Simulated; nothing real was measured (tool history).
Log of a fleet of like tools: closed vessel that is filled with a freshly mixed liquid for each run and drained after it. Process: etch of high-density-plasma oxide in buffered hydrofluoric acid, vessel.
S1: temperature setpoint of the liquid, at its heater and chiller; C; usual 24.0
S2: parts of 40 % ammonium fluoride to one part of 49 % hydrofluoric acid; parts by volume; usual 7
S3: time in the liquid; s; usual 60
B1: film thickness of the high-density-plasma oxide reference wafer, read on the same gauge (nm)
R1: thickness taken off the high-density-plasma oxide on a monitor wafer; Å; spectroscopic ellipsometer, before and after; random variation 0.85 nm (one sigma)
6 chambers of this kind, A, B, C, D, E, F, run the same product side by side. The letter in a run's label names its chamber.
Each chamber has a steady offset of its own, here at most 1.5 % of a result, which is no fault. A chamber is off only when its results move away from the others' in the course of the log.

| run | hour | S1 | S2 | S3 | B1 | R1 |
|---|---|---|---|---|---|---|
| 1F | 5.1 | 24.0 | 7 | 60 | 120.00 | 1063.30 |
| 2E | 10.0 | 24.0 | 7 | 60 | 120.00 | 1050.90 |
| 3A | 13.6 | 24.0 | 7 | 60 | 119.99 | 1052.60 |
| 4C | 17.9 | 24.0 | 7 | 60 | 120.02 | 1051.00 |
| 5D | 24.1 | 24.0 | 7 | 60 | 120.01 | 1068.00 |
| 6B | 28.7 | 24.0 | 7 | 60 | 119.99 | 1037.40 |
| 7E | 34.2 | 25.5 | 7 | 75 | 120.00 | 1449.80 |
| 8F | 39.6 | 25.5 | 7 | 75 | 120.01 | 1430.50 |
| 9D | 43.9 | 25.5 | 7 | 75 | 119.98 | 1404.30 |
| 10B | 48.5 | 25.5 | 7 | 75 | 120.02 | 1409.80 |
| 11C | 53.6 | 25.5 | 7 | 75 | 120.00 | 1394.40 |
| 12A | 56.9 | 25.5 | 7 | 75 | 120.01 | 1412.20 |
| 13F | 60.6 | 24.0 | 7 | 60 | 119.99 | 1052.10 |
| 14A | 67.7 | 24.0 | 7 | 60 | 119.99 | 1044.90 |
| 15D | 71.1 | 24.0 | 7 | 60 | 119.98 | 1045.50 |
| 16E | 76.4 | 24.0 | 7 | 60 | 119.98 | 1073.30 |
| 17B | 83.5 | 24.0 | 7 | 60 | 119.99 | 1029.00 |
| 18C | 87.9 | 24.0 | 7 | 60 | 120.03 | 1033.80 |
|  | 91.7 | chamber A: thermometer replaced |
| 19C | 94.9 | 24.0 | 7 | 60 | 120.00 | 1015.00 |
| 20F | 98.8 | 24.0 | 7 | 60 | 120.00 | 1036.00 |
| 21D | 102.9 | 24.0 | 6 | 60 | 119.98 | 1207.30 |
| 22E | 108.0 | 24.0 | 6 | 60 | 120.01 | 1207.90 |
| 23A | 114.8 | 24.0 | 6 | 60 | 119.99 | 1202.10 |
| 24B | 119.6 | 24.0 | 6 | 60 | 119.99 | 1180.80 |
| 25B | 123.6 | 24.0 | 6 | 60 | 120.01 | 1190.70 |
| 26E | 127.1 | 24.0 | 6 | 60 | 120.01 | 1228.60 |
| 27A | 130.7 | 24.0 | 7 | 60 | 119.99 | 1049.70 |
| 28C | 135.4 | 24.0 | 7 | 60 | 120.00 | 967.39 |
| 29D | 139.3 | 24.0 | 7 | 60 | 119.98 | 1048.90 |
| 30F | 144.6 | 24.0 | 7 | 60 | 120.02 | 1031.70 |
| 31A | 148.9 | 24.0 | 7 | 60 | 120.00 | 1046.10 |
| 32C | 152.9 | 24.0 | 7 | 60 | 119.99 | 948.58 |
| 33D | 157.7 | 24.0 | 7 | 60 | 120.00 | 1048.50 |
| 34B | 164.3 | 24.0 | 7 | 60 | 120.00 | 1040.30 |
| 35F | 169.1 | 24.0 | 7 | 60 | 120.01 | 1066.90 |
| 36E | 175.1 | 24.0 | 7 | 60 | 120.01 | 1052.90 |

All 6 chambers run these settings next. Forecast each chamber's results:
| 37A | 180.3 | 28.0 | 7 | 60 |  | ? |
| 37B | 180.3 | 28.0 | 7 | 60 |  | ? |
| 37C | 180.3 | 28.0 | 7 | 60 |  | ? |
| 37D | 180.3 | 28.0 | 7 | 60 |  | ? |
| 37E | 180.3 | 28.0 | 7 | 60 |  | ? |
| 37F | 180.3 | 28.0 | 7 | 60 |  | ? |

| run | R1 |
|---|---|
| 37A | 1315.70 |
| 37B | 1296.00 |
| 37C | 1137.40 |
| 37D | 1309.60 |
| 37E | 1307.70 |
| 37F | 1320.40 |
